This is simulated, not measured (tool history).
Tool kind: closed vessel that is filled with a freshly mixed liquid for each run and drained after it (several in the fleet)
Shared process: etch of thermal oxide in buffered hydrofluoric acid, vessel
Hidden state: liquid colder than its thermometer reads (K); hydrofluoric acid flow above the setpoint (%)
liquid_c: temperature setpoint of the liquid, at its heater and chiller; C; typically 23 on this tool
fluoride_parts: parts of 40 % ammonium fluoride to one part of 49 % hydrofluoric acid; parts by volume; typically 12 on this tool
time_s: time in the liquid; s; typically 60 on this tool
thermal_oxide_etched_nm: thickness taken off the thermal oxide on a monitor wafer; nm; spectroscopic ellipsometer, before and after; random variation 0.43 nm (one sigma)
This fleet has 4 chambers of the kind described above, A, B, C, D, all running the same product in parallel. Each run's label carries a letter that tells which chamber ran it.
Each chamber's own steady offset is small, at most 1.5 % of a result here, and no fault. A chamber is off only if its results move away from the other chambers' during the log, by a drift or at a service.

run,hour,liquid_c,fluoride_parts,time_s,hours since the thermometer was replaced,hours since the hydrofluoric acid flow meter was replaced,"read-back film thickness of the thermal oxide reference wafer, read on the same gauge (nm)",thermal_oxide_etched_nm
1D,8.8,23,12,60,1055.6,403.6,79.986,56.386
2A,21.7,23,12,60,1745.1,622.9,79.949,56.36
3C,33.6,23,12,60,1245.8,875.7,79.993,56.491
4B,46.5,23,12,60,2018.5,176,80.001,56.06
5B,54.6,23,12,45,2026.6,184.1,79.968,41.858
6D,61,23,12,45,1107.8,455.8,79.999,41.723
# hour 64: chamber A: hydrofluoric acid flow meter replaced
7A,66.9,23,12,45,1790.3,2.9,79.983,42.651
8C,79.5,23,12,45,1291.7,921.6,80.008,42.204
9A,88.8,23,12,60,1812.2,24.8,79.996,56.303
10C,98.7,23,12,60,1310.9,940.8,80.007,57.26
11B,108.3,23,12,60,2080.3,237.8,80.016,55.5
# hour 110.8: chamber C: thermometer replaced
12D,114.1,23,12,85,1160.9,508.9,80.003,80.497
13D,125.1,23,12,85,1171.9,519.9,80.021,78.899
14A,133.1,23,12,85,1856.5,69.1,80.03,80.375
15C,140.2,23,12,85,29.4,982.3,79.964,81.052
16B,150.6,23,12,60,2122.6,280.1,79.991,56.48
17B,160,25,12,60,2132,289.5,79.977,63.091
18C,173.3,25,12,60,62.5,1015.4,80.005,62.899
19A,182.9,25,12,60,1906.3,118.9,79.993,63.048
20D,189,25,12,60,1235.8,583.8,80.029,62.488
21A,194.8,23,12,60,1918.2,130.8,80.023,57.206
22B,203.4,23,12,60,2175.4,332.9,80.001,57.738
23C,209.8,23,12,60,99,1051.9,80.003,56.714
24D,221,27.5,12,75,1267.8,615.8,79.998,89.252
25A,233.8,27.5,12,75,1957.2,169.8,79.988,90.908
26D,244,27.5,12,75,1290.8,638.8,79.968,90.8
27B,252.8,27.5,12,75,2224.8,382.3,79.999,95.216
28C,259.9,23,12,60,149.1,1102,80.02,57.074
29B,267.7,25.5,14,60,2239.7,397.2,79.994,58.91
30A,274,25.5,14,60,1997.4,210,79.994,56.332
31D,281.8,25.5,14,60,1328.6,676.6,79.989,56.339
32C,291.3,25.5,14,60,180.5,1133.4,79.994,56.243
33C,303.3,26.5,15.5,60,192.5,1145.4,79.952,53.579

Each of the 4 chambers runs these same settings next. Fill in every chamber's results:
34A,312.8,23,12,60,,,,?
34B,312.8,23,12,60,,,,?
34C,312.8,23,12,60,,,,?
34D,312.8,23,12,60,,,,?

run,thermal_oxide_etched_nm
34A,56.083
34B,61.873
34C,57.466
34D,55.953
